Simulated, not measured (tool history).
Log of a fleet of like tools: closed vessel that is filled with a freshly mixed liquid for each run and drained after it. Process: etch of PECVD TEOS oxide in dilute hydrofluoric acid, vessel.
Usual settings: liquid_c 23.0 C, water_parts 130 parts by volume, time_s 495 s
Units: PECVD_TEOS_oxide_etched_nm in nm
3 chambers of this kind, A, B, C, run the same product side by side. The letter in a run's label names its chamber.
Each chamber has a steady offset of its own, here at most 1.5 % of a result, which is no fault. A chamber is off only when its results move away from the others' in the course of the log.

run	hour	liquid_c	water_parts	time_s	hours since the thermometer was replaced	hours since the hydrofluoric acid flow meter was replaced	read-back film thickness of the PECVD TEOS oxide reference wafer, read on the same gauge (nm)	PECVD_TEOS_oxide_etched_nm
1C	9.1	23.0	130	495	809.8	812.0	49.997	54.014
2B	16.3	23.0	130	495	2198.3	690.0	50.026	54.543
3A	24.3	23.0	130	495	56.4	1222.5	49.996	54.168
4B	33.7	23.0	130	495	2215.7	707.4	50.004	54.880
5C	38.4	23.0	130	495	839.1	841.3	49.995	53.953
# hour 41.3: chamber B: thermometer replaced
6A	45.5	23.0	130	495	77.6	1243.7	49.997	54.318
7B	55.1	23.0	130	495	13.8	728.8	49.984	54.115
8A	62.3	23.0	130	495	94.4	1260.5	50.021	53.364
9C	68.2	23.0	130	495	868.9	871.1	49.960	54.367
10B	75.5	23.0	130	495	34.2	749.2	49.966	53.493
11A	83.5	23.0	130	495	115.6	1281.7	49.940	54.879
12C	90.4	23.0	130	495	891.1	893.3	49.974	53.802
13C	95.4	23.0	190	670	896.1	898.3	50.006	47.052
14B	103.8	23.0	190	670	62.5	777.5	49.976	45.180
15A	112.8	23.0	190	670	144.9	1311.0	50.055	45.829
16C	119.7	23.0	130	240	920.4	922.6	50.026	26.584
17A	128.7	23.0	130	240	160.8	1326.9	49.986	26.209
18B	138.6	23.0	130	240	97.3	812.3	49.983	25.126
19C	147.9	23.0	130	495	948.6	950.8	49.995	53.821
20A	153.7	23.0	130	495	185.8	1351.9	50.009	54.658
21B	162.6	23.0	130	495	121.3	836.3	50.054	51.055
22B	169.6	23.0	130	495	128.3	843.3	50.039	50.480
23C	179.7	19.5	130	495	980.4	982.6	49.995	46.730
24A	187.0	19.5	130	495	219.1	1385.2	49.951	46.528
25B	194.3	19.5	130	495	153.0	868.0	50.018	43.536

Is one chamber off against the others, does the gauge drift, or is nothing wrong? If a chamber is off, say which, and what the likeliest cause is.

Chamber B drifts away from the others.
Cause: hydrofluoric acid flow below the setpoint (%) = 7.77.
The log may not tell that from: liquid colder than its thermometer reads (K).

Here are 4 candidates for chamber B's next run, each the usual settings with a change, their results left as question marks. Which one brings its results back in line with what the others give on the usual settings?
In line means no further than this from the other chambers' mean on the usual settings: PECVD_TEOS_oxide_etched_nm 1.500 nm
26B-1	201.5	23.0	125	515				?
26B-2	201.5	23.0	130	510				?
26B-3	201.5	23.0	130	480				?
26B-4	201.5	21.0	130	495				?

The other chambers' mean on the usual settings: PECVD_TEOS_oxide_etched_nm 54.054 nm
run	PECVD_TEOS_oxide_etched_nm
26B-1	54.492
26B-2	51.566
26B-3	48.533
26B-4	46.291
26B-1 brings the chamber back in line.

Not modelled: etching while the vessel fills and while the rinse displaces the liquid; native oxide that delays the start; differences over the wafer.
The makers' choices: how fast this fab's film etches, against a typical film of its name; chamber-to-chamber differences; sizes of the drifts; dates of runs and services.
